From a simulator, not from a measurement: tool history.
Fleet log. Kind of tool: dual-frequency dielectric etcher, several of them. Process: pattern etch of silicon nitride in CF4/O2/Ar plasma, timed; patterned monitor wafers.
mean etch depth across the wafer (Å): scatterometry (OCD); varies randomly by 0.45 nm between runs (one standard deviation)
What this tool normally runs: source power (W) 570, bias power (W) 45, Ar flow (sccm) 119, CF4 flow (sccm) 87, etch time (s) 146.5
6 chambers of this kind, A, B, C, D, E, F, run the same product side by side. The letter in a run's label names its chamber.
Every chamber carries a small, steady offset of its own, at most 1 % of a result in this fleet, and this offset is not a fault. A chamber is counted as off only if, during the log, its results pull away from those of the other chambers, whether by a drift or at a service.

run,hour,source power (W),bias power (W),Ar flow (sccm),CF4 flow (sccm),etch time (s),hours since the last wet clean,hours since the last source power generator calibration,hours since the last bias power generator calibration,hours since the last Ar flow controller change,hours since the last CF4 flow controller change,"read-back reference wafer on the same gauge, depth_nm",mean etch depth across the wafer (Å)
# hour 1.2: chamber E: source power generator calibrated
# hour 9.3: chamber F: source power generator calibrated
1A,13.3,570,45,119,87,146.5,316.7,4107.9,1029,2401.4,2649.6,260.92,2866.1
2B,21.1,570,45,119,87,146.5,318,1094.1,2391.7,141.6,1861.1,260.93,2897
3C,31,570,45,119,87,146.5,170.9,2727.3,1827.7,424.2,626.9,260.96,2859.6
4E,38.7,570,45,119,87,146.5,66.1,37.6,51,3843.1,1866.8,260.82,2861.4
5F,45.4,570,45,119,87,146.5,287.8,36.2,1568.2,1244.7,1631.5,260.72,2878.9
6D,54.6,640,45,119,87,131,132.7,1131.2,1405.7,3520.9,3500.7,260.7,2864.4
# hour 59.4: chamber B: wet clean of the chamber
7A,61.7,640,45,119,87,131,365.1,4156.3,1077.4,2449.8,2698,260.64,2833
8C,70.4,640,45,119,87,131,210.3,2766.7,1867.1,463.6,666.3,260.66,2814.6
9E,79.8,640,45,119,87,131,107.2,78.7,92.1,3884.2,1907.9,260.7,2827.3
10D,92.4,640,45,119,87,131,170.5,1169,1443.5,3558.7,3538.5,260.54,2859.6
11F,104.5,640,45,119,87,131,346.9,95.3,1627.3,1303.8,1690.6,260.59,2842
12B,113.4,570,45,119,87,146.5,54,1186.4,2484,233.9,1953.4,260.55,2881.7
13A,125.6,570,45,119,87,146.5,429,4220.2,1141.3,2513.7,2761.9,260.48,2872.9
14B,133.8,570,45,119,87,146.5,74.4,1206.8,2504.4,254.3,1973.8,260.45,2892.5
15F,147.3,570,45,119,87,146.5,389.7,138.1,1670.1,1346.6,1733.4,260.24,2872.9
16C,159.6,570,45,119,87,146.5,299.5,2855.9,1956.3,552.8,755.5,260.36,2837.9
17E,168.1,570,45,119,87,146.5,195.5,167,180.4,3972.5,1996.2,260.38,2851
# hour 178.5: chamber F: wet clean of the chamber
18D,182.7,570,45,119,87,146.5,260.8,1259.3,1533.8,3649,3628.8,260.25,2885.8
19E,197.3,570,45,119,87,146.5,224.7,196.2,209.6,4001.7,2025.4,260.27,2849.5
20F,208.3,570,45,119,87,146.5,29.8,199.1,1731.1,1407.6,1794.4,260.17,2867.3
# hour 215: chamber D: Ar flow controller replaced
21B,220.9,570,45,119,87,146.5,161.5,1293.9,2591.5,341.4,2060.9,260.08,2885.7
22A,233.8,570,45,109,87,146.5,537.2,4328.4,1249.5,2621.9,2870.1,260.22,2901.6
23D,242.5,570,45,109,87,146.5,320.6,1319.1,1593.6,27.5,3688.6,260.1,2920.7
# hour 245.1: chamber A: wet clean of the chamber
24C,251.8,570,45,109,87,146.5,391.7,2948.1,2048.5,645,847.7,259.86,2881.7
25E,260.8,570,45,109,87,146.5,288.2,259.7,273.1,4065.2,2088.9,259.93,2882.9
26B,268.5,570,45,109,87,146.5,209.1,1341.5,2639.1,389,2108.5,259.95,2913.9
# hour 274.7: chamber F: CF4 flow controller replaced
27C,275.4,570,45,109,87,146.5,415.3,2971.7,2072.1,668.6,871.3,259.81,2869.1
28F,287.5,570,51,97,87,146.5,109,278.3,1810.3,1486.8,12.8,259.8,3086.8
29D,301.6,570,51,97,87,146.5,379.7,1378.2,1652.7,86.6,3747.7,259.74,3102.9
# hour 306.7: chamber B: bias power generator calibrated
30A,309.3,570,51,97,87,146.5,64.3,4403.9,1325,2697.4,2945.6,259.73,3080.3
# hour 312.1: chamber C: wet clean of the chamber
31C,322.5,570,51,97,87,146.5,10.4,3018.8,2119.2,715.7,918.4,259.63,3065
32B,336,570,51,97,87,146.5,276.6,1409,29.4,456.5,2176,259.67,3096.2
33A,346,570,51,97,87,146.5,101,4440.6,1361.7,2734.1,2982.3,259.54,3077.4
# hour 355.8: chamber A: source power generator calibrated
34D,359,570,45,119,87,146.5,437.1,1435.6,1710.1,144,3805.1,259.51,2880.1
35E,366.4,570,45,119,87,146.5,393.8,365.3,378.7,4170.8,2194.5,259.43,2854.3
36F,373.7,570,45,119,87,146.5,195.2,364.5,1896.5,1573,99,259.43,2856
37E,385.1,570,45,119,87,146.5,412.5,384,397.4,4189.5,2213.2,259.58,2844.2
38A,397.8,570,45,119,87,146.5,152.8,42,1413.5,2785.9,3034.1,259.38,2845.1
39F,406.9,570,45,119,87,146.5,228.4,397.7,1929.7,1606.2,132.2,259.35,2862.5

Which is it: a chamber that has drifted or been left off by a service, a gauge drift common to all chambers, or only each chamber's usual small offset? If a chamber is off, name it and its likeliest cause.

No chamber is off; the gauge reading every chamber's wafers drifts, which makes the whole fleet appear to move together.
Likeliest cause: gauge reads low (%) = 0.643.
